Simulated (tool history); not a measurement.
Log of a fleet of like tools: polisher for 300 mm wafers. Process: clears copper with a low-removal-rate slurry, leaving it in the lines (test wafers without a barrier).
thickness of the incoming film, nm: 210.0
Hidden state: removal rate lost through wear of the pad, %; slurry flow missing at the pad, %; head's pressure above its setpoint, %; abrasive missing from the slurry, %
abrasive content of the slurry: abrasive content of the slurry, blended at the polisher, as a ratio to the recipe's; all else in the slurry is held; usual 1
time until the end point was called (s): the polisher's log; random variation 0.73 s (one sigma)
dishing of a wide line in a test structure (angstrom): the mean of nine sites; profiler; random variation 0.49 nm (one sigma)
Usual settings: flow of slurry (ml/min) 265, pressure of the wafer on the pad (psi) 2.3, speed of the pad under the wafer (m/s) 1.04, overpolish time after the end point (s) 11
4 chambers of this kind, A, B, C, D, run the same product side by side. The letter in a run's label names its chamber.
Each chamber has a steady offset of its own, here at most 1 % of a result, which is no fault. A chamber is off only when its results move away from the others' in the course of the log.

run	hour	flow of slurry (ml/min)	pressure of the wafer on the pad (psi)	speed of the pad under the wafer (m/s)	abrasive content of the slurry	overpolish time after the end point (s)	wafers polished on this pad	hours since the slurry nozzle was cleaned	hours since the head pressure was calibrated	hours since the slurry blender was calibrated	time until the end point was called (s)	dishing of a wide line in a test structure (angstrom)
1D	5.9	265	2.3	1.04	1	11	398	308.6	268.3	269.5	76.72	202.72
2C	11.3	265	2.3	1.04	1	11	461	471.5	671.2	393.2	76.912	209.45
3B	15.1	265	2.3	1.04	1	11	890	349.4	489.5	43.3	77.11	207.31
# hour 17.6: chamber D: worn pad replaced by a new one
# hour 19.4: chamber A: worn pad replaced by a new one
4A	19.7	265	2.3	1.04	1	11	2	606	354.4	115.1	78.368	204.36
5D	25.5	265	2.3	1.04	1	11	64	328.2	287.9	289.1	75.884	205.69
# hour 26.5: chamber B: worn pad replaced by a new one
6B	31.7	265	2.3	1.04	1	11	42	366	506.1	59.9	78.242	212.61
7A	36.5	265	2.3	1.04	1	11	138	622.8	371.2	131.9	76.53	207.64
# hour 37.2: chamber C: slurry blender recalibrated
8C	43.2	265	2.3	1.04	1	11	719	503.4	703.1	6.1	77.924	211.3
9A	47.7	265	2.3	1.04	1	11	229	634	382.4	143.1	75.908	211.54
# hour 47.8: chamber D: slurry nozzle cleaned
# hour 49.7: chamber A: slurry blender recalibrated
# hour 50.4: chamber C: worn pad replaced by a new one
10B	53.6	265	2.3	1.04	1	11	219	387.9	528	81.8	77.852	208.05
11C	58.9	205	2.3	1.04	0.7	11	69	519.1	718.8	21.8	85.303	194.54
12D	65	205	2.3	1.04	0.7	11	383	17.2	327.4	328.6	83.36	192.73
# hour 66.2: chamber A: slurry nozzle cleaned
# hour 66.7: chamber D: slurry blender recalibrated
13B	71.8	205	2.3	1.04	0.7	11	366	406.1	546.2	100	85.401	182.37
# hour 74: chamber D: worn pad replaced by a new one
14A	77.8	205	2.3	1.04	0.7	11	472	11.7	412.5	28.2	84.707	191.97
15C	82.6	300	2.3	1.04	1.2	11	260	542.8	742.5	45.5	72.014	217.36
16D	87.9	300	2.3	1.04	1.2	11	112	40.1	350.3	21.3	72.702	226.46
17C	91.9	300	2.3	1.04	1.2	11	335	552.1	751.8	54.8	72.498	216
18A	96.9	300	2.3	1.04	1.2	11	626	30.8	431.6	47.3	73.354	211.71
# hour 97.8: chamber C: slurry nozzle cleaned
19B	101.7	265	2.3	1.04	1	11	607	436	576.1	129.9	76.859	200.87
20D	107.6	265	2.3	1.04	1	11	271	59.8	370	41	77.577	208.78
21B	111.4	265	2.3	1.04	1	11	685	445.7	585.8	139.6	76.284	209.29
# hour 116: chamber A: worn pad replaced by a new one
22D	117.8	265	2.3	1.04	1	11	354	70	380.2	51.2	77.527	203.14
# hour 122.4: chamber B: worn pad replaced by a new one
23A	122.8	265	2.3	1.04	1	11	55	56.7	457.5	73.2	76.996	198.76
24C	126.5	265	2.3	1.04	1	11	615	28.7	786.4	89.4	77.493	209.74
# hour 129: chamber B: slurry blender recalibrated
25D	131.2	265	2.3	1.04	1	11	462	83.4	393.6	64.6	77.434	214.38
26A	135.6	265	2.3	1.04	1	11	158	69.5	470.3	86	77.851	210.33
# hour 139.5: chamber D: worn pad replaced by a new one
27B	140.3	330	2.9	1.04	1	11	144	474.6	614.7	11.3	60.169	262.58
28C	145.1	330	2.9	1.04	1	11	765	47.3	805	108	59.855	261.09
29D	148.7	330	2.9	1.04	1	11	74	100.9	411.1	82.1	60.94	261.62
# hour 149.3: chamber C: worn pad replaced by a new one
30B	154	330	2.9	1.04	1	11	255	488.3	628.4	25	60.036	248.3
# hour 157.3: chamber B: slurry nozzle cleaned
31C	159.5	265	2.3	1.04	1	11	83	61.7	819.4	122.4	77.708	216.98
32A	166.4	265	2.3	1.04	1	11	407	100.3	501.1	116.8	78.497	207.62
33D	170.4	265	2.3	1.04	1.15	17	249	122.6	432.8	103.8	74.282	283.55
34B	174.5	265	2.3	1.04	1.15	17	420	17.3	648.9	45.5	74.096	290.71
35C	178.7	265	2.3	1.04	1.15	17	238	80.9	838.6	141.6	74.28	297.23
36A	184.3	265	2.3	1.04	1.15	17	552	118.2	519	134.7	75.358	298.84

Next, every chamber runs the same settings. What will each give?
37A	189.4	265	2.3	1.04	1	11					?	?
37B	189.4	265	2.3	1.04	1	11					?	?
37C	189.4	265	2.3	1.04	1	11					?	?
37D	189.4	265	2.3	1.04	1	11					?	?

run	time until the end point was called (s)	dishing of a wide line in a test structure (angstrom)
37A	75.946	206.44
37B	78.237	206.21
37C	76.96	215.88
37D	78.672	206.45
